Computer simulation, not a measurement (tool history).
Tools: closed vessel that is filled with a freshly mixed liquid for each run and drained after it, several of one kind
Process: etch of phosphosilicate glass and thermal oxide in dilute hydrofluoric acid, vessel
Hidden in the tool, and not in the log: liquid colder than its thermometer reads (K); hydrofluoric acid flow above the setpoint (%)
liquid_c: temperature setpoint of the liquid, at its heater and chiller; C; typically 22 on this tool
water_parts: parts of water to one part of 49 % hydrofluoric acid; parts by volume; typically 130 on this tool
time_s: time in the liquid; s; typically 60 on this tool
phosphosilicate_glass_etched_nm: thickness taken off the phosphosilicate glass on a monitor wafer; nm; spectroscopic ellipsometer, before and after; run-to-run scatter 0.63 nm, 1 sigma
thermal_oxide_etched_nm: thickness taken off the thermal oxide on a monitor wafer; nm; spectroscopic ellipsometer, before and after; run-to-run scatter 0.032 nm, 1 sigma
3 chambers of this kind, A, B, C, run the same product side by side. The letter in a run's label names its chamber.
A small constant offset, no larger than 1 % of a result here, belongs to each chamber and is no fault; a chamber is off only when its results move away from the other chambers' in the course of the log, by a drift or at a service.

run	hour	liquid_c	water_parts	time_s	hours since the thermometer was replaced	hours since the hydrofluoric acid flow meter was replaced	read-back film thickness of the phosphosilicate glass reference wafer, read on the same gauge (nm)	read-back film thickness of the thermal oxide reference wafer, read on the same gauge (nm)	phosphosilicate_glass_etched_nm	thermal_oxide_etched_nm
1B	11.3	22	130	60	283.6	410.7	119.97	100.05	81.709	1.9746
2A	19.1	22	130	60	618.8	117.1	120.02	100	82.224	1.9391
3C	25.7	22	130	60	769.8	575.8	120	100.01	81.837	1.9855
4C	34.8	22	130	60	778.9	584.9	120	100.01	82.567	1.9394
5B	44.1	22	130	60	316.4	443.5	119.99	99.985	82.086	1.9279
6A	55.1	22	130	60	654.8	153.1	120.01	99.984	82.343	1.9129
7C	62.7	22	130	60	806.8	612.8	120.01	99.984	82.823	1.8828
8A	73.2	23.5	130	60	672.9	171.2	119.96	99.989	87.14	2.1069
9B	79.2	23.5	130	60	351.5	478.6	120	100.01	87.098	2.0464
10A	87.6	23.5	130	60	687.3	185.6	119.98	100.01	87.36	2.0467
11C	98	22	130	60	842.1	648.1	119.99	100.02	82.885	1.9147
12B	103.8	25.5	80	60	376.1	503.2	120.01	100.01	162.32	3.7914
13B	115.2	25.5	80	60	387.5	514.6	120.03	99.97	160.07	3.787
14A	120.9	25.5	80	60	720.6	218.9	119.99	99.954	166.35	3.7941
15C	127.2	24.5	150	60	871.3	677.3	119.99	99.991	77.542	1.7958
16B	134.2	24.5	150	60	406.5	533.6	119.98	100.02	76.643	1.8157
17C	141.9	24.5	150	60	886	692	119.99	100.05	77.827	1.7949
18A	152.8	22	130	60	752.5	250.8	120.02	99.98	81.881	1.9809
19C	161.9	22	130	60	906	712	120	99.974	81.604	1.8838
20A	172.4	22	190	60	772.1	270.4	119.98	99.991	52.684	1.2244
21B	181.1	22	190	60	453.4	580.5	120	99.988	52.574	1.2553
# hour 181.2: chamber A: thermometer replaced
22B	192.6	22	190	60	464.9	592	120.01	100.01	52.694	1.2559
23A	200.4	22	130	60	19.3	298.4	120.02	100	82.647	1.9707
24C	206.6	22	130	60	950.7	756.7	119.96	100.03	81.752	1.95
25B	212.8	22	130	60	485.1	612.2	120	99.951	83.104	1.9388
26C	221.5	22	130	40	965.6	771.6	120.02	99.972	55.157	1.2755
27A	231	22	130	40	49.9	329	119.98	100.05	54.461	1.3309
28A	240.5	22	130	40	59.4	338.5	119.98	100.02	54.388	1.3138
29B	251.7	22	130	60	524	651.1	119.99	99.971	82.844	2.0165
30C	258.8	22	130	60	1002.9	808.9	119.99	100.01	81.727	1.9517
31A	264	22	130	60	82.9	362	119.98	100.01	83.749	1.9631

One chamber off, gauge drift, or nothing amiss beyond the chambers' own small offsets? If it is a chamber, which one, and what is the likeliest cause?

Neither any chamber nor the gauge drifts; the chambers differ only by their own small, steady offsets.
